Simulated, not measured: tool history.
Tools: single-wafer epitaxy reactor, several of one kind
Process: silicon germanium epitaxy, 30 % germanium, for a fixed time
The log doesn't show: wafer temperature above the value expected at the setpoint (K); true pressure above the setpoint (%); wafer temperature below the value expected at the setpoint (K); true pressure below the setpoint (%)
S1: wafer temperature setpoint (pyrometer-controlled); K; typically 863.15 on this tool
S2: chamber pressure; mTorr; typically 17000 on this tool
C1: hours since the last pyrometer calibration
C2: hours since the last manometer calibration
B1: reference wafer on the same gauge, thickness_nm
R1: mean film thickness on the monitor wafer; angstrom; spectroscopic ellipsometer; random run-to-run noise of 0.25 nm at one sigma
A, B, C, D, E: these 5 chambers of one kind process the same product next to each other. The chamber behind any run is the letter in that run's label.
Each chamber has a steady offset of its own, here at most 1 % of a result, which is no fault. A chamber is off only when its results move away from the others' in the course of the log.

{"run": "1E", "hour": 15.1, "S1": 863.15, "S2": 17000, "C1": 771.6, "C2": 435.5, "B1": 47.588, "R1": 466.27}
{"run": "2D", "hour": 23.3, "S1": 863.15, "S2": 17000, "C1": 2091.2, "C2": 1157.5, "B1": 47.651, "R1": 461.34}
{"run": "3C", "hour": 36.1, "S1": 863.15, "S2": 17000, "C1": 124.3, "C2": 107.4, "B1": 47.682, "R1": 460.85}
{"run": "4A", "hour": 51.5, "S1": 863.15, "S2": 17000, "C1": 361.2, "C2": 787.5, "B1": 47.621, "R1": 461.76}
{"run": "5B", "hour": 65.7, "S1": 863.15, "S2": 17000, "C1": 1082.7, "C2": 1760.5, "B1": 47.597, "R1": 459.48}
{"run": "6C", "hour": 73.4, "S1": 863.15, "S2": 17000, "C1": 161.6, "C2": 144.7, "B1": 47.586, "R1": 457.7}
{"run": "7B", "hour": 88.2, "S1": 863.15, "S2": 17000, "C1": 1105.2, "C2": 1783, "B1": 47.637, "R1": 453.74}
{"run": "8E", "hour": 100.3, "S1": 863.15, "S2": 17000, "C1": 856.8, "C2": 520.7, "B1": 47.553, "R1": 456.96}
{"run": "9D", "hour": 112.9, "S1": 863.15, "S2": 17000, "C1": 2180.8, "C2": 1247.1, "B1": 47.635, "R1": 460.08}
{"run": "10A", "hour": 123.3, "S1": 855.15, "S2": 17000, "C1": 433, "C2": 859.3, "B1": 47.58, "R1": 394.25}
{"run": "11B", "hour": 137.3, "S1": 855.15, "S2": 17000, "C1": 1154.3, "C2": 1832.1, "B1": 47.62, "R1": 392}
{"run": "12C", "hour": 152.3, "S1": 855.15, "S2": 17000, "C1": 240.5, "C2": 223.6, "B1": 47.539, "R1": 395.2}
{"run": "13E", "hour": 161.9, "S1": 855.15, "S2": 17000, "C1": 918.4, "C2": 582.3, "B1": 47.565, "R1": 396.28}
{"run": "14D", "hour": 177.8, "S1": 855.15, "S2": 17000, "C1": 2245.7, "C2": 1312, "B1": 47.551, "R1": 394.39}
{"run": "15A", "hour": 185.3, "S1": 863.15, "S2": 17000, "C1": 495, "C2": 921.3, "B1": 47.516, "R1": 460.12}
{"run": "16C", "hour": 197.2, "S1": 863.15, "S2": 17000, "C1": 285.4, "C2": 268.5, "B1": 47.622, "R1": 460.2}
{"run": "17E", "hour": 209.0, "S1": 863.15, "S2": 17000, "C1": 965.5, "C2": 629.4, "B1": 47.67, "R1": 462.41}
{"run": "18D", "hour": 217.2, "S1": 863.15, "S2": 17000, "C1": 2285.1, "C2": 1351.4, "B1": 47.588, "R1": 461.63}
{"run": "19A", "hour": 224.0, "S1": 863.15, "S2": 17000, "C1": 533.7, "C2": 960, "B1": 47.541, "R1": 463.69}
{"run": "20B", "hour": 234.8, "S1": 863.15, "S2": 17000, "C1": 1251.8, "C2": 1929.6, "B1": 47.549, "R1": 443.24}
{"run": "21A", "hour": 245.6, "S1": 863.15, "S2": 17000, "C1": 555.3, "C2": 981.6, "B1": 47.59, "R1": 463.06}
{"run": "22D", "hour": 255.4, "S1": 863.15, "S2": 17000, "C1": 2323.3, "C2": 1389.6, "B1": 47.574, "R1": 460.93}
{"run": "23B", "hour": 263.4, "S1": 863.15, "S2": 17000, "C1": 1280.4, "C2": 1958.2, "B1": 47.573, "R1": 437.69}
{"run": "24E", "hour": 273.0, "S1": 863.15, "S2": 17000, "C1": 1029.5, "C2": 693.4, "B1": 47.58, "R1": 458.89}
{"run": "25C", "hour": 284.3, "S1": 863.15, "S2": 17000, "C1": 372.5, "C2": 355.6, "B1": 47.603, "R1": 455.76}
{"run": "26D", "hour": 297.3, "S1": 877.15, "S2": 19200, "C1": 2365.2, "C2": 1431.5, "B1": 47.603, "R1": 630.13}
{"run": "27B", "hour": 307.8, "S1": 877.15, "S2": 19200, "C1": 1324.8, "C2": 2002.6, "B1": 47.579, "R1": 592.43}
{"run": "28C", "hour": 315.1, "S1": 877.15, "S2": 19200, "C1": 403.3, "C2": 386.4, "B1": 47.581, "R1": 623.55}
{"run": "29E", "hour": 327.9, "S1": 877.15, "S2": 19200, "C1": 1084.4, "C2": 748.3, "B1": 47.636, "R1": 625.67}
{"run": "30A", "hour": 341.3, "S1": 877.15, "S2": 19200, "C1": 651, "C2": 1077.3, "B1": 47.663, "R1": 631.45}
{"run": "31C", "hour": 354.1, "S1": 863.15, "S2": 17000, "C1": 442.3, "C2": 425.4, "B1": 47.596, "R1": 460.19}
{"run": "32E", "hour": 368.6, "S1": 863.15, "S2": 17000, "C1": 1125.1, "C2": 789, "B1": 47.657, "R1": 460.29}
{"run": "33D", "hour": 377.1, "S1": 863.15, "S2": 17000, "C1": 2445, "C2": 1511.3, "B1": 47.54, "R1": 460.72}
{"run": "34B", "hour": 389.2, "S1": 863.15, "S2": 17000, "C1": 1406.2, "C2": 2084, "B1": 47.584, "R1": 427.07}
{"run": "35A", "hour": 400.8, "S1": 863.15, "S2": 17000, "C1": 710.5, "C2": 1136.8, "B1": 47.622, "R1": 460.14}

All chambers now run identical settings, listed one chamber a line with results as question marks. What results will each chamber show?
{"run": "36A", "hour": 412.3, "S1": 849.15, "S2": 17000, "R1": "?"}
{"run": "36B", "hour": 412.3, "S1": 849.15, "S2": 17000, "R1": "?"}
{"run": "36C", "hour": 412.3, "S1": 849.15, "S2": 17000, "R1": "?"}
{"run": "36D", "hour": 412.3, "S1": 849.15, "S2": 17000, "R1": "?"}
{"run": "36E", "hour": 412.3, "S1": 849.15, "S2": 17000, "R1": "?"}

run=36A R1=352.26
run=36B R1=322.34
run=36C R1=354.85
run=36D R1=354.61
run=36E R1=354.78

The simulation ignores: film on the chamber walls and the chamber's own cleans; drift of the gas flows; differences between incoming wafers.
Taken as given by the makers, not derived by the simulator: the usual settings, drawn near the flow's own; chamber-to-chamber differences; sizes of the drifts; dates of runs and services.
